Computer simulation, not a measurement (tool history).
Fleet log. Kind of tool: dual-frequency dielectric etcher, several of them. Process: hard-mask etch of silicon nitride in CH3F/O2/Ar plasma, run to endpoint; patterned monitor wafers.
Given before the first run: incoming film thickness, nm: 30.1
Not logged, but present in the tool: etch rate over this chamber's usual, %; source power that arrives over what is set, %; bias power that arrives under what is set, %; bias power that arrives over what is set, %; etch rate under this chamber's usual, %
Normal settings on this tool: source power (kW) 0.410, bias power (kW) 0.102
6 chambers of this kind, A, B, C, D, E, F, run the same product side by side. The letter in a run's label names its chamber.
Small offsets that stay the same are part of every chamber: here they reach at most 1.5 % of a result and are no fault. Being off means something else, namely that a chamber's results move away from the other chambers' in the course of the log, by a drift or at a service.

run     day  source power (kW)  bias power (kW)  hours since the last wet clean  hours since the last source power generator calibration  hours since the last bias power generator calibration  endpoint time (s)
 1A   0.400              0.410            0.102                           137.7                                                    884.9                                                  531.3             37.975
      0.733  -- chamber D: wet clean of the chamber
 2C   0.850              0.410            0.102                            89.5                                                   2432.7                                                 1045.0             38.405
      1.146  -- chamber F: wet clean of the chamber
 3D   1.246              0.410            0.102                            12.3                                                   1554.9                                                 1137.5             38.327
 4F   1.796              0.410            0.102                            15.6                                                   1100.8                                                 2300.5             38.395
 5E   2.329              0.410            0.102                           171.3                                                   3694.2                                                 1067.7             38.732
 6B   2.617              0.410            0.102                           184.2                                                    433.8                                                  854.5             38.453
 7C   3.158              0.410            0.102                           144.9                                                   2488.1                                                 1100.4             38.384
 8F   3.633              0.410            0.102                            59.7                                                   1144.9                                                 2344.6             38.535
 9D   4.000              0.410            0.102                            78.4                                                   1621.0                                                 1203.6             38.585
10B   4.358              0.410            0.102                           226.0                                                    475.6                                                  896.3             38.286
11E   4.692              0.410            0.102                           228.0                                                   3750.9                                                 1124.4             38.690
12A   5.250              0.330            0.079                           254.1                                                   1001.3                                                  647.7             45.034
13A   5.554              0.330            0.079                           261.4                                                   1008.6                                                  655.0             45.039
14B   6.108              0.330            0.079                           268.0                                                    517.6                                                  938.3             45.802
15F   6.671              0.330            0.079                           132.6                                                   1217.8                                                 2417.5             45.714
16D   7.000              0.330            0.079                           150.4                                                   1693.0                                                 1275.6             45.749
17E   7.383              0.330            0.079                           292.6                                                   3815.5                                                 1189.0             46.208
18C   7.683              0.410            0.102                           253.5                                                   2596.7                                                 1209.0             38.572
19E   8.033              0.410            0.102                           308.2                                                   3831.1                                                 1204.6             38.282
20A   8.383              0.410            0.102                           329.3                                                   1076.5                                                  722.9             38.122
21F   8.700              0.410            0.102                           181.3                                                   1266.5                                                 2466.2             38.249
      8.862  -- chamber E: source power generator calibrated
      8.954  -- chamber B: wet clean of the chamber
22D   9.100              0.410            0.102                           200.8                                                   1743.4                                                 1326.0             38.624
23C   9.654              0.410            0.102                           300.8                                                   2644.0                                                 1256.3             38.657
24B   9.946              0.410            0.102                            23.8                                                    609.7                                                 1030.4             38.367
25C  10.267              0.410            0.102                           315.5                                                   2658.7                                                 1271.0             38.377
26A  10.792              0.410            0.102                           387.1                                                   1134.3                                                  780.7             37.895
27E  11.104              0.320            0.125                           381.9                                                     53.8                                                 1278.3             39.573
28F  11.429              0.320            0.125                           246.8                                                   1332.0                                                 2531.7             38.947
     11.892  -- chamber C: wet clean of the chamber
29D  11.908              0.320            0.125                           268.2                                                   1810.8                                                 1393.4             39.099
30B  12.221              0.320            0.125                            78.4                                                    664.3                                                 1085.0             38.680
31C  12.679              0.320            0.125                            18.9                                                   2716.6                                                 1328.9             39.208
32E  13.200              0.320            0.125                           432.2                                                    104.1                                                 1328.6             40.156
33A  13.608              0.410            0.102                           454.7                                                   1201.9                                                  848.3             37.980
     13.888  -- chamber D: wet clean of the chamber
34D  13.954              0.310            0.111                             1.6                                                   1859.9                                                 1442.5             41.344
     14.408  -- chamber A: wet clean of the chamber
35F  14.442              0.310            0.111                           319.1                                                   1404.3                                                 2604.0             41.223
36B  14.862              0.310            0.111                           141.8                                                    727.7                                                 1148.4             41.521
37B  15.200              0.310            0.111                           149.9                                                    735.8                                                 1156.5             41.421
38D  15.742              0.310            0.111                            44.5                                                   1902.8                                                 1485.4             41.387
39C  16.017              0.310            0.111                            99.0                                                   2796.7                                                 1409.0             41.145
40F  16.433              0.410            0.102                           366.9                                                   1452.1                                                 2651.8             38.650
41A  16.888              0.410            0.102                            59.6                                                   1280.6                                                  927.0             38.165
42E  17.171              0.330            0.116                           527.5                                                    199.4                                                 1423.9             41.445
43C  17.454              0.330            0.116                           133.5                                                   2831.2                                                 1443.5             39.854
44E  17.783              0.330            0.116                           542.2                                                    214.1                                                 1438.6             41.697

For the next run the whole fleet of 6 chambers uses the same settings. Give each chamber's results:
45A  18.183              0.410            0.102                                                                                                                                                                  ?
45B  18.183              0.410            0.102                                                                                                                                                                  ?
45C  18.183              0.410            0.102                                                                                                                                                                  ?
45D  18.183              0.410            0.102                                                                                                                                                                  ?
45E  18.183              0.410            0.102                                                                                                                                                                  ?
45F  18.183              0.410            0.102                                                                                                                                                                  ?

run  endpoint time (s)
45A             37.921
45B             38.496
45C             38.625
45D             38.865
45E             40.507
45F             38.664
